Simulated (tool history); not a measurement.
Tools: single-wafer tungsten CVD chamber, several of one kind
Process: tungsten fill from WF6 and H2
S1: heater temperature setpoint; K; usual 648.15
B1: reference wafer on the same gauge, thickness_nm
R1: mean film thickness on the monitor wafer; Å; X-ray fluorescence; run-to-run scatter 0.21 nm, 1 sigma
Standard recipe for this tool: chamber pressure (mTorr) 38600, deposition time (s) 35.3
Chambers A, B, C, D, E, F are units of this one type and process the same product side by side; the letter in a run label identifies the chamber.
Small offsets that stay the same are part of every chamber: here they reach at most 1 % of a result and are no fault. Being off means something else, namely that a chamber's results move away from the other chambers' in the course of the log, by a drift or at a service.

{"run": "1B", "hour": 7.3, "S1": 648.15, "chamber pressure (mTorr)": 38600, "deposition time (s)": 35.3, "B1": 59.966, "R1": 713.55}
{"run": "2C", "hour": 11.1, "S1": 648.15, "chamber pressure (mTorr)": 38600, "deposition time (s)": 35.3, "B1": 59.863, "R1": 711.6}
{"run": "3E", "hour": 18.2, "S1": 648.15, "chamber pressure (mTorr)": 38600, "deposition time (s)": 35.3, "B1": 59.894, "R1": 708.28}
{"run": "4F", "hour": 25.6, "S1": 648.15, "chamber pressure (mTorr)": 38600, "deposition time (s)": 35.3, "B1": 59.893, "R1": 701.66}
{"run": "5D", "hour": 29.1, "S1": 648.15, "chamber pressure (mTorr)": 38600, "deposition time (s)": 35.3, "B1": 59.909, "R1": 704.58}
{"run": "6A", "hour": 32.5, "S1": 648.15, "chamber pressure (mTorr)": 38600, "deposition time (s)": 35.3, "B1": 59.89, "R1": 703.09}
{"run": "7A", "hour": 38.9, "S1": 648.15, "chamber pressure (mTorr)": 38600, "deposition time (s)": 35.3, "B1": 59.918, "R1": 705.27}
{"run": "8D", "hour": 45.3, "S1": 648.15, "chamber pressure (mTorr)": 38600, "deposition time (s)": 35.3, "B1": 59.916, "R1": 707.31}
{"run": "9F", "hour": 49.0, "S1": 634.15, "chamber pressure (mTorr)": 35500, "deposition time (s)": 35.3, "B1": 59.893, "R1": 500.97}
{"run": "10B", "hour": 54.0, "S1": 634.15, "chamber pressure (mTorr)": 35500, "deposition time (s)": 35.3, "B1": 59.869, "R1": 509.27}
{"run": "11E", "hour": 57.8, "S1": 634.15, "chamber pressure (mTorr)": 35500, "deposition time (s)": 35.3, "B1": 59.898, "R1": 507.41}
{"run": "12C", "hour": 62.4, "S1": 634.15, "chamber pressure (mTorr)": 35500, "deposition time (s)": 35.3, "B1": 59.912, "R1": 500.79}
{"run": "13B", "hour": 67.5, "S1": 634.15, "chamber pressure (mTorr)": 35500, "deposition time (s)": 35.3, "B1": 59.87, "R1": 504.64}
{"run": "14E", "hour": 70.9, "S1": 634.15, "chamber pressure (mTorr)": 35500, "deposition time (s)": 35.3, "B1": 59.887, "R1": 505.46}
{"run": "15F", "hour": 77.7, "S1": 648.15, "chamber pressure (mTorr)": 38600, "deposition time (s)": 35.3, "B1": 59.881, "R1": 700.32}
{"run": "16D", "hour": 81.0, "S1": 648.15, "chamber pressure (mTorr)": 38600, "deposition time (s)": 31.4, "B1": 59.914, "R1": 636.38}
{"run": "17A", "hour": 86.7, "S1": 648.15, "chamber pressure (mTorr)": 38600, "deposition time (s)": 31.4, "B1": 59.921, "R1": 626.54}
{"run": "18C", "hour": 93.5, "S1": 648.15, "chamber pressure (mTorr)": 38600, "deposition time (s)": 31.4, "B1": 59.864, "R1": 630.15}
{"run": "19F", "hour": 99.2, "S1": 648.15, "chamber pressure (mTorr)": 38600, "deposition time (s)": 31.4, "B1": 59.875, "R1": 623.41}
{"run": "20B", "hour": 103.4, "S1": 648.15, "chamber pressure (mTorr)": 38600, "deposition time (s)": 31.4, "B1": 59.898, "R1": 633.05}
{"run": "21A", "hour": 110.0, "S1": 648.15, "chamber pressure (mTorr)": 38600, "deposition time (s)": 31.4, "B1": 59.888, "R1": 624.54}
{"run": "22D", "hour": 117.0, "S1": 648.15, "chamber pressure (mTorr)": 38600, "deposition time (s)": 35.3, "B1": 59.887, "R1": 721.62}
{"run": "23E", "hour": 120.9, "S1": 648.15, "chamber pressure (mTorr)": 38600, "deposition time (s)": 35.3, "B1": 59.863, "R1": 706.98}
{"run": "24C", "hour": 125.5, "S1": 648.15, "chamber pressure (mTorr)": 38600, "deposition time (s)": 35.3, "B1": 59.926, "R1": 706.07}
{"run": "25A", "hour": 131.2, "S1": 648.15, "chamber pressure (mTorr)": 38600, "deposition time (s)": 35.3, "B1": 59.881, "R1": 704.68}
{"run": "26E", "hour": 134.6, "S1": 648.15, "chamber pressure (mTorr)": 38600, "deposition time (s)": 35.3, "B1": 59.925, "R1": 707.18}
{"run": "27F", "hour": 141.7, "S1": 648.15, "chamber pressure (mTorr)": 38600, "deposition time (s)": 35.3, "B1": 59.875, "R1": 700.82}
{"hour": 145.4, "done": "chamber B: capacitance manometer re-zeroed and calibrated"}
{"run": "28D", "hour": 147.0, "S1": 648.15, "chamber pressure (mTorr)": 38600, "deposition time (s)": 35.3, "B1": 59.859, "R1": 725.47}
{"run": "29B", "hour": 153.7, "S1": 648.15, "chamber pressure (mTorr)": 38600, "deposition time (s)": 35.3, "B1": 59.951, "R1": 709.02}
{"run": "30C", "hour": 157.1, "S1": 648.15, "chamber pressure (mTorr)": 34200, "deposition time (s)": 35.3, "B1": 59.885, "R1": 666.7}
{"run": "31F", "hour": 162.4, "S1": 648.15, "chamber pressure (mTorr)": 34200, "deposition time (s)": 35.3, "B1": 59.874, "R1": 658.84}
{"run": "32D", "hour": 166.3, "S1": 648.15, "chamber pressure (mTorr)": 34200, "deposition time (s)": 35.3, "B1": 59.878, "R1": 689.59}
{"run": "33A", "hour": 173.4, "S1": 648.15, "chamber pressure (mTorr)": 34200, "deposition time (s)": 35.3, "B1": 59.886, "R1": 668.64}
{"run": "34B", "hour": 179.6, "S1": 648.15, "chamber pressure (mTorr)": 34200, "deposition time (s)": 35.3, "B1": 59.826, "R1": 674.33}
{"run": "35C", "hour": 187.1, "S1": 648.15, "chamber pressure (mTorr)": 34200, "deposition time (s)": 35.3, "B1": 59.933, "R1": 666.8}
{"run": "36E", "hour": 193.5, "S1": 648.15, "chamber pressure (mTorr)": 38600, "deposition time (s)": 35.3, "B1": 59.87, "R1": 711.94}
{"run": "37A", "hour": 197.7, "S1": 648.15, "chamber pressure (mTorr)": 38600, "deposition time (s)": 35.3, "B1": 59.902, "R1": 704.06}
{"run": "38E", "hour": 203.2, "S1": 656.15, "chamber pressure (mTorr)": 31200, "deposition time (s)": 35.3, "B1": 59.885, "R1": 757.35}
{"run": "39F", "hour": 210.1, "S1": 656.15, "chamber pressure (mTorr)": 31200, "deposition time (s)": 35.3, "B1": 59.915, "R1": 746.71}
{"run": "40B", "hour": 216.3, "S1": 656.15, "chamber pressure (mTorr)": 31200, "deposition time (s)": 35.3, "B1": 59.863, "R1": 764.23}
{"run": "41D", "hour": 223.4, "S1": 656.15, "chamber pressure (mTorr)": 31200, "deposition time (s)": 35.3, "B1": 59.899, "R1": 780.3}
{"run": "42C", "hour": 230.3, "S1": 656.15, "chamber pressure (mTorr)": 31200, "deposition time (s)": 35.3, "B1": 59.89, "R1": 757}

All 6 chambers run these settings next. Forecast each chamber's results:
{"run": "43A", "hour": 235.6, "S1": 638.15, "chamber pressure (mTorr)": 38600, "deposition time (s)": 35.3, "R1": "?"}
{"run": "43B", "hour": 235.6, "S1": 638.15, "chamber pressure (mTorr)": 38600, "deposition time (s)": 35.3, "R1": "?"}
{"run": "43C", "hour": 235.6, "S1": 638.15, "chamber pressure (mTorr)": 38600, "deposition time (s)": 35.3, "R1": "?"}
{"run": "43D", "hour": 235.6, "S1": 638.15, "chamber pressure (mTorr)": 38600, "deposition time (s)": 35.3, "R1": "?"}
{"run": "43E", "hour": 235.6, "S1": 638.15, "chamber pressure (mTorr)": 38600, "deposition time (s)": 35.3, "R1": "?"}
{"run": "43F", "hour": 235.6, "S1": 638.15, "chamber pressure (mTorr)": 38600, "deposition time (s)": 35.3, "R1": "?"}

run=43A R1=570.94
run=43B R1=576.03
run=43C R1=571.37
run=43D R1=603.97
run=43E R1=573.69
run=43F R1=569.25
